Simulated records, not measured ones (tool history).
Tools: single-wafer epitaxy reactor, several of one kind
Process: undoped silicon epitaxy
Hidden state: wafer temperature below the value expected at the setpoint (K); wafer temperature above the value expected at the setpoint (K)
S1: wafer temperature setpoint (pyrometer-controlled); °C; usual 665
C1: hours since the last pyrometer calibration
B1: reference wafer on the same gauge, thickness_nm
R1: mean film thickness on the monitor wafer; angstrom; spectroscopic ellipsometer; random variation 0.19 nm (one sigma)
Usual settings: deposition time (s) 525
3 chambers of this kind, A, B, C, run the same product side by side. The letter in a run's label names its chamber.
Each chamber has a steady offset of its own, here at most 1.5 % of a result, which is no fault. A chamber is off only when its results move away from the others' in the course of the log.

{"run": "1A", "hour": 5.0, "S1": 665, "deposition time (s)": 525, "C1": 688.6, "B1": 108.01, "R1": 1212.7}
{"run": "2B", "hour": 11.5, "S1": 665, "deposition time (s)": 525, "C1": 1821.9, "B1": 108.05, "R1": 1198.9}
{"run": "3C", "hour": 16.3, "S1": 665, "deposition time (s)": 525, "C1": 1030.4, "B1": 108.06, "R1": 1222.9}
{"run": "4A", "hour": 24.4, "S1": 665, "deposition time (s)": 525, "C1": 708.0, "B1": 108.07, "R1": 1216.1}
{"run": "5B", "hour": 29.5, "S1": 665, "deposition time (s)": 525, "C1": 1839.9, "B1": 108.09, "R1": 1204.8}
{"run": "6C", "hour": 34.4, "S1": 665, "deposition time (s)": 525, "C1": 1048.5, "B1": 108.09, "R1": 1224.5}
{"run": "7A", "hour": 40.3, "S1": 652, "deposition time (s)": 601, "C1": 723.9, "B1": 108.1, "R1": 1048.4}
{"run": "8C", "hour": 45.3, "S1": 652, "deposition time (s)": 601, "C1": 1059.4, "B1": 108.15, "R1": 1053.8}
{"run": "9B", "hour": 50.4, "S1": 652, "deposition time (s)": 601, "C1": 1860.8, "B1": 108.14, "R1": 1041.0}
{"run": "10C", "hour": 54.8, "S1": 665, "deposition time (s)": 525, "C1": 1068.9, "B1": 108.13, "R1": 1224.7}
{"run": "11B", "hour": 63.1, "S1": 665, "deposition time (s)": 525, "C1": 1873.5, "B1": 108.13, "R1": 1204.5}
{"run": "12A", "hour": 67.8, "S1": 665, "deposition time (s)": 525, "C1": 751.4, "B1": 108.19, "R1": 1216.5}
{"run": "13B", "hour": 75.3, "S1": 654, "deposition time (s)": 525, "C1": 1885.7, "B1": 108.23, "R1": 952.69}
{"run": "14A", "hour": 82.5, "S1": 654, "deposition time (s)": 525, "C1": 766.1, "B1": 108.23, "R1": 959.25}
{"run": "15C", "hour": 88.3, "S1": 654, "deposition time (s)": 525, "C1": 1102.4, "B1": 108.27, "R1": 966.31}
{"run": "16B", "hour": 93.9, "S1": 665, "deposition time (s)": 525, "C1": 1904.3, "B1": 108.25, "R1": 1202.4}
{"run": "17C", "hour": 101.4, "S1": 674, "deposition time (s)": 525, "C1": 1115.5, "B1": 108.26, "R1": 1483.5}
{"run": "18A", "hour": 109.4, "S1": 674, "deposition time (s)": 525, "C1": 793.0, "B1": 108.29, "R1": 1474.0}
{"run": "19B", "hour": 116.6, "S1": 674, "deposition time (s)": 525, "C1": 1927.0, "B1": 108.35, "R1": 1458.1}
{"run": "20C", "hour": 122.7, "S1": 672, "deposition time (s)": 563, "C1": 1136.8, "B1": 108.29, "R1": 1522.7}
{"hour": 124.7, "done": "chamber B: pyrometer calibrated"}
{"run": "21A", "hour": 131.9, "S1": 672, "deposition time (s)": 563, "C1": 815.5, "B1": 108.36, "R1": 1521.7}
{"run": "22A", "hour": 140.2, "S1": 672, "deposition time (s)": 563, "C1": 823.8, "B1": 108.38, "R1": 1518.9}
{"run": "23C", "hour": 148.1, "S1": 665, "deposition time (s)": 525, "C1": 1162.2, "B1": 108.38, "R1": 1226.6}
{"run": "24B", "hour": 152.4, "S1": 665, "deposition time (s)": 525, "C1": 27.7, "B1": 108.38, "R1": 1208.5}
{"run": "25C", "hour": 158.3, "S1": 670, "deposition time (s)": 598, "C1": 1172.4, "B1": 108.38, "R1": 1553.7}
{"run": "26B", "hour": 165.8, "S1": 670, "deposition time (s)": 598, "C1": 41.1, "B1": 108.48, "R1": 1526.9}
{"run": "27A", "hour": 171.9, "S1": 670, "deposition time (s)": 598, "C1": 855.5, "B1": 108.44, "R1": 1543.4}
{"run": "28C", "hour": 179.9, "S1": 650, "deposition time (s)": 525, "C1": 1194.0, "B1": 108.49, "R1": 885.71}
{"run": "29B", "hour": 184.1, "S1": 650, "deposition time (s)": 525, "C1": 59.4, "B1": 108.53, "R1": 875.65}
{"run": "30A", "hour": 191.2, "S1": 650, "deposition time (s)": 525, "C1": 874.8, "B1": 108.51, "R1": 883.1}
{"run": "31B", "hour": 197.6, "S1": 665, "deposition time (s)": 525, "C1": 72.9, "B1": 108.56, "R1": 1206.9}
{"run": "32C", "hour": 203.3, "S1": 665, "deposition time (s)": 525, "C1": 1217.4, "B1": 108.52, "R1": 1228.0}
{"run": "33A", "hour": 207.8, "S1": 665, "deposition time (s)": 525, "C1": 891.4, "B1": 108.51, "R1": 1222.2}
{"run": "34A", "hour": 214.2, "S1": 665, "deposition time (s)": 525, "C1": 897.8, "B1": 108.58, "R1": 1221.4}
{"run": "35C", "hour": 219.5, "S1": 665, "deposition time (s)": 525, "C1": 1233.6, "B1": 108.57, "R1": 1228.6}
{"run": "36B", "hour": 226.0, "S1": 665, "deposition time (s)": 525, "C1": 101.3, "B1": 108.59, "R1": 1209.7}
{"run": "37B", "hour": 234.5, "S1": 665, "deposition time (s)": 525, "C1": 109.8, "B1": 108.66, "R1": 1212.4}
{"run": "38C", "hour": 239.6, "S1": 665, "deposition time (s)": 525, "C1": 1253.7, "B1": 108.58, "R1": 1227.6}
{"run": "39A", "hour": 244.1, "S1": 676, "deposition time (s)": 462, "C1": 927.7, "B1": 108.62, "R1": 1358.3}
{"run": "40C", "hour": 251.1, "S1": 676, "deposition time (s)": 462, "C1": 1265.2, "B1": 108.68, "R1": 1364.7}

All 3 chambers run these settings next. Forecast each chamber's results:
{"run": "41A", "hour": 257.8, "S1": 665, "deposition time (s)": 525, "R1": "?"}
{"run": "41B", "hour": 257.8, "S1": 665, "deposition time (s)": 525, "R1": "?"}
{"run": "41C", "hour": 257.8, "S1": 665, "deposition time (s)": 525, "R1": "?"}

run=41A R1=1223.60
run=41B R1=1209.60
run=41C R1=1232.30
